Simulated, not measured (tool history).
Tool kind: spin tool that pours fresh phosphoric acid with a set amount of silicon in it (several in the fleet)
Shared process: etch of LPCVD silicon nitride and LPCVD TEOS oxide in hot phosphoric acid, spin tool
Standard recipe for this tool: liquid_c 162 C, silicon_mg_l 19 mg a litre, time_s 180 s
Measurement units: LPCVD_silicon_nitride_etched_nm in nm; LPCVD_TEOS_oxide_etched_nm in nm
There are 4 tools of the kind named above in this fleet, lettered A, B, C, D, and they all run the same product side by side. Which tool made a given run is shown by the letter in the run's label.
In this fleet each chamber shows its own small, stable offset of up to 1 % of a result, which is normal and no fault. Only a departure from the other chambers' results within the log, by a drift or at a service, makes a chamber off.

run,day,liquid_c,silicon_mg_l,time_s,hours since the thermometer was replaced,hours since the dissolved silicon flow meter was replaced,hours since the heated supply line was repaired,"read-back film thickness of the LPCVD silicon nitride reference wafer, read on the same gauge (nm)","read-back film thickness of the LPCVD TEOS oxide reference wafer, read on the same gauge (nm)",LPCVD_silicon_nitride_etched_nm,LPCVD_TEOS_oxide_etched_nm
1A,0.483,162,19,180,301.9,1936.4,997.8,129.98,129.95,16.595,0.55747
2B,0.821,162,19,180,614.1,185.8,235.1,129.99,130.01,16.446,0.59801
3C,1.308,162,19,180,63,772.4,1736.3,129.98,130.03,16.369,0.59267
4D,1.742,162,19,180,1027.4,924.7,246.5,129.99,130.01,16.47,0.59709
5A,2.121,162,19,180,341.2,1975.7,1037.1,130.01,129.94,16.509,0.54945
6D,2.562,159.5,19,240,1047.1,944.4,266.2,129.99,130.01,19.815,0.68965
7B,3.171,159.5,19,240,670.5,242.2,291.5,130.02,129.96,20.111,0.70261
8C,3.783,159.5,19,240,122.4,831.8,1795.7,129.99,130.02,20.068,0.57507
9A,4.275,159.5,19,240,392.9,2027.4,1088.8,129.99,130.03,19.974,0.68011
10B,4.55,162,19,180,703.6,275.3,324.6,129.99,130.03,16.343,0.56266
11D,5.162,162,19,180,1109.5,1006.8,328.6,130,130.03,16.453,0.53408
# day 5.662: chamber A: dissolved silicon flow meter replaced
12C,5.75,162,19,180,169.6,879,1842.9,130.01,130,16.402,0.59134
13B,6.375,162,19,180,747.4,319.1,368.4,130,130.01,16.417,0.63275
14C,6.733,162,19,180,193.2,902.6,1866.5,130.01,129.96,16.393,0.55006
15A,7.088,162,19,180,460.4,34.3,1156.3,130.02,130.01,16.315,0.54578
16D,7.375,160.5,31.5,180,1162.6,1059.9,381.7,130.02,129.99,15.543,0.33173
17A,7.85,160.5,31.5,180,478.7,52.6,1174.6,130.01,129.94,15.523,0.31561
# day 7.979: chamber D: thermometer replaced
18D,8.433,160.5,31.5,180,11,1085.3,407.1,130,129.94,15.612,0.34534
19C,8.838,160.5,31.5,180,243.7,953.1,1917,130.01,129.99,15.594,0.34576
20B,9.442,162,19,180,821,392.7,442,129.99,130.02,16.298,0.56436
21A,9.738,162,19,180,524,97.9,1219.9,129.98,129.99,16.419,0.48309
22C,10.096,162,19,180,273.9,983.3,1947.2,129.99,130.03,16.456,0.56459
23D,10.45,162,19,180,59.4,1133.7,455.5,130,130.02,16.212,0.63958
24B,10.825,162,19,180,854.2,425.9,475.2,129.99,130.01,16.233,0.54759
25B,11.371,162,19,140,867.3,439,488.3,130.02,129.99,12.85,0.38797
26D,11.675,162,19,140,88.8,1163.1,484.9,130,130.02,12.686,0.45968
27C,12.212,162,19,140,324.7,1034.1,1998,129.99,130.01,12.703,0.43198
28A,12.758,162,19,140,596.5,170.4,1292.4,129.99,129.98,12.649,0.4313
29C,13.146,162,19,180,347.1,1056.5,2020.4,129.99,130.04,16.297,0.58884

Read the log: is a single chamber off, either drifting away or since a service, is the gauge that measures every chamber drifting, or is nothing wrong beyond small per-chamber offsets? Name any odd chamber and what most likely caused it.

The fleet is healthy, with each chamber sitting at its usual small offset and no drift in the gauge.
